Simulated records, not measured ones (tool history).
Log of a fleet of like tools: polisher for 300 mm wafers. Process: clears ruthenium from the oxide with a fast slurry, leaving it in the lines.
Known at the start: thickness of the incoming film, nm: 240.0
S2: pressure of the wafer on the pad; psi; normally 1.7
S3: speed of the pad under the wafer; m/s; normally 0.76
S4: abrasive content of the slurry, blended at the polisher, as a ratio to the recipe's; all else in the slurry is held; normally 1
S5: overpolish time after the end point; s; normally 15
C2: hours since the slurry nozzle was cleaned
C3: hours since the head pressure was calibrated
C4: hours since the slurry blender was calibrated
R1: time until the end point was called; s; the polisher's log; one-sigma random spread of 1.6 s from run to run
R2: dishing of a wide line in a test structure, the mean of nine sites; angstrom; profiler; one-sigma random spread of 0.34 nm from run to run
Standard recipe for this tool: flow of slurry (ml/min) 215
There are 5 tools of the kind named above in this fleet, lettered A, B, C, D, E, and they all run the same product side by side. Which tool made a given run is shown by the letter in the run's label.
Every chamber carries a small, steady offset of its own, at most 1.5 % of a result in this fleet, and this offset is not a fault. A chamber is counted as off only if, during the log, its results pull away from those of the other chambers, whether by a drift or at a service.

{"day": 0.292, "done": "chamber E: worn pad replaced by a new one"}
{"run": "1A", "day": 0.429, "flow of slurry (ml/min)": 215, "S2": 1.7, "S3": 0.76, "S4": 1, "S5": 15, "wafers polished on this pad": 519, "C2": 323.7, "C3": 320, "C4": 171, "R1": 148.06, "R2": 149.38}
{"day": 0.679, "done": "chamber E: slurry blender recalibrated"}
{"run": "2D", "day": 0.733, "flow of slurry (ml/min)": 215, "S2": 1.7, "S3": 0.76, "S4": 1, "S5": 15, "wafers polished on this pad": 835, "C2": 273.7, "C3": 87.3, "C4": 152.2, "R1": 146.8, "R2": 152.12}
{"run": "3C", "day": 1.217, "flow of slurry (ml/min)": 215, "S2": 1.7, "S3": 0.76, "S4": 1, "S5": 15, "wafers polished on this pad": 869, "C2": 369.4, "C3": 160.9, "C4": 136.2, "R1": 145.58, "R2": 147.86}
{"day": 1.325, "done": "chamber D: slurry nozzle cleaned"}
{"run": "4E", "day": 1.879, "flow of slurry (ml/min)": 215, "S2": 1.7, "S3": 0.76, "S4": 1, "S5": 15, "wafers polished on this pad": 313, "C2": 363, "C3": 303.5, "C4": 28.9, "R1": 146.9, "R2": 149.45}
{"day": 2.054, "done": "chamber E: head pressure recalibrated"}
{"day": 2.092, "done": "chamber C: worn pad replaced by a new one"}
{"day": 2.329, "done": "chamber B: worn pad replaced by a new one"}
{"run": "5B", "day": 2.371, "flow of slurry (ml/min)": 165, "S2": 1.7, "S3": 0.92, "S4": 1, "S5": 15, "wafers polished on this pad": 8, "C2": 100.7, "C3": 98.1, "C4": 120.8, "R1": 126.21, "R2": 161.85}
{"day": 2.525, "done": "chamber E: slurry nozzle cleaned"}
{"run": "6C", "day": 2.812, "flow of slurry (ml/min)": 165, "S2": 1.7, "S3": 0.92, "S4": 1, "S5": 15, "wafers polished on this pad": 142, "C2": 407.7, "C3": 199.2, "C4": 174.5, "R1": 125.14, "R2": 168.29}
{"day": 3.112, "done": "chamber A: head pressure recalibrated"}
{"run": "7A", "day": 3.288, "flow of slurry (ml/min)": 165, "S2": 1.7, "S3": 0.92, "S4": 1, "S5": 15, "wafers polished on this pad": 1083, "C2": 392.3, "C3": 4.2, "C4": 239.6, "R1": 125.54, "R2": 158.05}
{"day": 3.346, "done": "chamber D: worn pad replaced by a new one"}
{"day": 3.567, "done": "chamber E: worn pad replaced by a new one"}
{"run": "8D", "day": 3.762, "flow of slurry (ml/min)": 165, "S2": 1.7, "S3": 0.92, "S4": 1, "S5": 15, "wafers polished on this pad": 82, "C2": 58.5, "C3": 160, "C4": 224.9, "R1": 123.37, "R2": 161.76}
{"run": "9E", "day": 4.333, "flow of slurry (ml/min)": 165, "S2": 1.7, "S3": 0.92, "S4": 1, "S5": 15, "wafers polished on this pad": 151, "C2": 43.5, "C3": 54.7, "C4": 87.8, "R1": 124.6, "R2": 165.19}
{"day": 4.512, "done": "chamber A: slurry blender recalibrated"}
{"day": 4.638, "done": "chamber A: worn pad replaced by a new one"}
{"run": "10B", "day": 4.967, "flow of slurry (ml/min)": 215, "S2": 1.7, "S3": 0.76, "S4": 1, "S5": 15, "wafers polished on this pad": 520, "C2": 163, "C3": 160.4, "C4": 183.1, "R1": 149.12, "R2": 148.62}
{"run": "11E", "day": 5.346, "flow of slurry (ml/min)": 215, "S2": 1.7, "S3": 0.76, "S4": 1, "S5": 15, "wafers polished on this pad": 351, "C2": 67.8, "C3": 79, "C4": 112.1, "R1": 146.18, "R2": 144.82}
{"run": "12A", "day": 5.871, "flow of slurry (ml/min)": 215, "S2": 1.7, "S3": 0.76, "S4": 1, "S5": 15, "wafers polished on this pad": 243, "C2": 454.3, "C3": 66.2, "C4": 32.6, "R1": 146.01, "R2": 150.68}
{"day": 5.921, "done": "chamber B: worn pad replaced by a new one"}
{"day": 6.0, "done": "chamber B: slurry blender recalibrated"}
{"run": "13D", "day": 6.488, "flow of slurry (ml/min)": 215, "S2": 1.7, "S3": 0.76, "S4": 1, "S5": 15, "wafers polished on this pad": 620, "C2": 123.9, "C3": 225.4, "C4": 290.3, "R1": 146.8, "R2": 145.3}
{"run": "14B", "day": 7.017, "flow of slurry (ml/min)": 215, "S2": 1.7, "S3": 0.76, "S4": 1, "S5": 15, "wafers polished on this pad": 216, "C2": 212.2, "C3": 209.6, "C4": 24.4, "R1": 146.81, "R2": 141.77}
{"day": 7.138, "done": "chamber C: worn pad replaced by a new one"}
{"day": 7.204, "done": "chamber E: worn pad replaced by a new one"}
{"run": "15C", "day": 7.338, "flow of slurry (ml/min)": 215, "S2": 1.7, "S3": 0.76, "S4": 1, "S5": 15, "wafers polished on this pad": 39, "C2": 516.3, "C3": 307.8, "C4": 283.1, "R1": 145.12, "R2": 150.89}
{"run": "16C", "day": 7.85, "flow of slurry (ml/min)": 215, "S2": 1.7, "S3": 0.76, "S4": 1, "S5": 15, "wafers polished on this pad": 141, "C2": 528.6, "C3": 320.1, "C4": 295.4, "R1": 146.39, "R2": 149.52}
{"day": 8.267, "done": "chamber C: slurry blender recalibrated"}
{"run": "17E", "day": 8.412, "flow of slurry (ml/min)": 215, "S2": 1.7, "S3": 0.76, "S4": 1, "S5": 15, "wafers polished on this pad": 239, "C2": 141.4, "C3": 152.6, "C4": 185.7, "R1": 146.3, "R2": 149.74}
{"run": "18B", "day": 8.958, "flow of slurry (ml/min)": 215, "S2": 1.7, "S3": 0.76, "S4": 1, "S5": 15, "wafers polished on this pad": 599, "C2": 258.8, "C3": 256.2, "C4": 71, "R1": 149.7, "R2": 146.31}
{"day": 9.017, "done": "chamber D: worn pad replaced by a new one"}
{"day": 9.288, "done": "chamber B: worn pad replaced by a new one"}
{"run": "19A", "day": 9.362, "flow of slurry (ml/min)": 215, "S2": 1.2, "S3": 0.76, "S4": 1.25, "S5": 15, "wafers polished on this pad": 932, "C2": 538.1, "C3": 150, "C4": 116.4, "R1": 188.27, "R2": 131.67}
{"day": 9.55, "done": "chamber E: slurry blender recalibrated"}
{"day": 9.8, "done": "chamber B: head pressure recalibrated"}
{"run": "20D", "day": 9.962, "flow of slurry (ml/min)": 215, "S2": 1.2, "S3": 0.76, "S4": 1.25, "S5": 15, "wafers polished on this pad": 187, "C2": 207.3, "C3": 308.8, "C4": 373.7, "R1": 190.82, "R2": 126.05}
{"run": "21A", "day": 10.392, "flow of slurry (ml/min)": 215, "S2": 1.2, "S3": 0.76, "S4": 1.25, "S5": 15, "wafers polished on this pad": 1135, "C2": 562.8, "C3": 174.7, "C4": 141.1, "R1": 190.83, "R2": 126.51}
{"day": 10.938, "done": "chamber D: head pressure recalibrated"}
{"run": "22C", "day": 11.058, "flow of slurry (ml/min)": 215, "S2": 1.2, "S3": 0.76, "S4": 1.25, "S5": 15, "wafers polished on this pad": 773, "C2": 605.6, "C3": 397.1, "C4": 67, "R1": 185.58, "R2": 121.85}
{"day": 11.083, "done": "chamber E: worn pad replaced by a new one"}
{"day": 11.112, "done": "chamber A: worn pad replaced by a new one"}
{"run": "23D", "day": 11.517, "flow of slurry (ml/min)": 215, "S2": 1.2, "S3": 0.76, "S4": 1.25, "S5": 15, "wafers polished on this pad": 493, "C2": 244.6, "C3": 13.9, "C4": 411, "R1": 194.52, "R2": 128.4}
{"day": 11.733, "done": "chamber C: worn pad replaced by a new one"}
{"day": 11.75, "done": "chamber D: slurry nozzle cleaned"}
{"run": "24E", "day": 12.012, "flow of slurry (ml/min)": 215, "S2": 1.7, "S3": 0.76, "S4": 1, "S5": 15, "wafers polished on this pad": 183, "C2": 227.8, "C3": 239, "C4": 59.1, "R1": 145.91, "R2": 149.42}
{"day": 12.388, "done": "chamber C: slurry nozzle cleaned"}
{"run": "25B", "day": 12.408, "flow of slurry (ml/min)": 215, "S2": 1.7, "S3": 0.76, "S4": 1, "S5": 15, "wafers polished on this pad": 615, "C2": 341.6, "C3": 62.7, "C4": 153.8, "R1": 149, "R2": 146.19}
{"run": "26D", "day": 12.996, "flow of slurry (ml/min)": 215, "S2": 1.7, "S3": 0.76, "S4": 1, "S5": 15, "wafers polished on this pad": 785, "C2": 30, "C3": 49.4, "C4": 446.5, "R1": 153.25, "R2": 149.38}
{"day": 13.046, "done": "chamber B: worn pad replaced by a new one"}
{"day": 13.458, "done": "chamber B: slurry nozzle cleaned"}
{"run": "27A", "day": 13.467, "flow of slurry (ml/min)": 215, "S2": 1.7, "S3": 0.76, "S4": 1, "S5": 15, "wafers polished on this pad": 464, "C2": 636.6, "C3": 248.5, "C4": 214.9, "R1": 146.04, "R2": 148.8}
{"run": "28B", "day": 13.875, "flow of slurry (ml/min)": 215, "S2": 1.7, "S3": 0.76, "S4": 1, "S5": 15, "wafers polished on this pad": 164, "C2": 10.1, "C3": 97.9, "C4": 189, "R1": 149.62, "R2": 148.77}
{"run": "29E", "day": 14.188, "flow of slurry (ml/min)": 215, "S2": 1.7, "S3": 0.76, "S4": 1, "S5": 15, "wafers polished on this pad": 612, "C2": 280, "C3": 291.2, "C4": 111.3, "R1": 145.33, "R2": 147.38}
{"run": "30C", "day": 14.583, "flow of slurry (ml/min)": 215, "S2": 1.7, "S3": 0.76, "S4": 1, "S5": 20, "wafers polished on this pad": 562, "C2": 52.8, "C3": 481.7, "C4": 151.6, "R1": 147.25, "R2": 185.8}
{"day": 14.654, "done": "chamber B: slurry blender recalibrated"}
{"day": 14.954, "done": "chamber E: worn pad replaced by a new one"}
{"run": "31C", "day": 15.108, "flow of slurry (ml/min)": 215, "S2": 1.7, "S3": 0.76, "S4": 1, "S5": 20, "wafers polished on this pad": 665, "C2": 65.4, "C3": 494.3, "C4": 164.2, "R1": 147.48, "R2": 171.76}
{"day": 15.492, "done": "chamber D: worn pad replaced by a new one"}
{"run": "32D", "day": 15.683, "flow of slurry (ml/min)": 215, "S2": 1.7, "S3": 0.76, "S4": 1, "S5": 20, "wafers polished on this pad": 37, "C2": 94.5, "C3": 113.9, "C4": 511, "R1": 155.69, "R2": 176.53}
{"day": 15.733, "done": "chamber E: slurry nozzle cleaned"}
{"run": "33B", "day": 16.175, "flow of slurry (ml/min)": 215, "S2": 1.7, "S3": 0.76, "S4": 1, "S5": 20, "wafers polished on this pad": 617, "C2": 65.3, "C3": 153.1, "C4": 36.6, "R1": 146.5, "R2": 179.17}
{"run": "34E", "day": 16.825, "flow of slurry (ml/min)": 215, "S2": 1.7, "S3": 0.76, "S4": 1, "S5": 20, "wafers polished on this pad": 369, "C2": 26.3, "C3": 354.5, "C4": 174.6, "R1": 147.65, "R2": 175.27}
{"run": "35A", "day": 17.358, "flow of slurry (ml/min)": 215, "S2": 1.7, "S3": 0.76, "S4": 1, "S5": 15, "wafers polished on this pad": 1232, "C2": 730, "C3": 341.9, "C4": 308.3, "R1": 147.62, "R2": 144.5}
{"run": "36D", "day": 17.7, "flow of slurry (ml/min)": 215, "S2": 1.7, "S3": 0.76, "S4": 1, "S5": 15, "wafers polished on this pad": 435, "C2": 142.9, "C3": 162.3, "C4": 559.4, "R1": 162.11, "R2": 139.51}

Is one chamber out of step, is the gauge drifting, or do the chambers differ by no more than their own small offsets? For an off chamber, give its letter and the likeliest cause.

It is chamber D that slowly wanders off from its peers.
Likeliest cause: abrasive missing from the slurry, % = 19.5.

Which of the 4 candidates below, each the usual settings with something changed and its results left as question marks, puts chamber D back in line with what the other chambers give on the usual settings?
Allowed miss from the other chambers' usual-settings mean, per result, to count as in line: R1 5.6 s; R2 12 angstrom
{"run": "37D-1", "day": 18.196, "flow of slurry (ml/min)": 215, "S2": 1.7, "S3": 0.74, "S4": 1, "S5": 15, "R1": "?", "R2": "?"}
{"run": "37D-2", "day": 18.196, "flow of slurry (ml/min)": 215, "S2": 1.7, "S3": 0.78, "S4": 1, "S5": 15, "R1": "?", "R2": "?"}
{"run": "37D-3", "day": 18.196, "flow of slurry (ml/min)": 215, "S2": 1.8, "S3": 0.8, "S4": 1, "S5": 15, "R1": "?", "R2": "?"}
{"run": "37D-4", "day": 18.196, "flow of slurry (ml/min)": 215, "S2": 1.6, "S3": 0.74, "S4": 1, "S5": 15, "R1": "?", "R2": "?"}

The mean the other chambers reach with the usual settings: R1 147.14 s; R2 148.7 angstrom
run=37D-1 R1=166.66 R2=138.22
run=37D-2 R1=158.12 R2=143.1
run=37D-3 R1=145.7 R2=150.79
run=37D-4 R1=176.95 R2=132.73
With 37D-3, the chamber falls back in line with the rest.
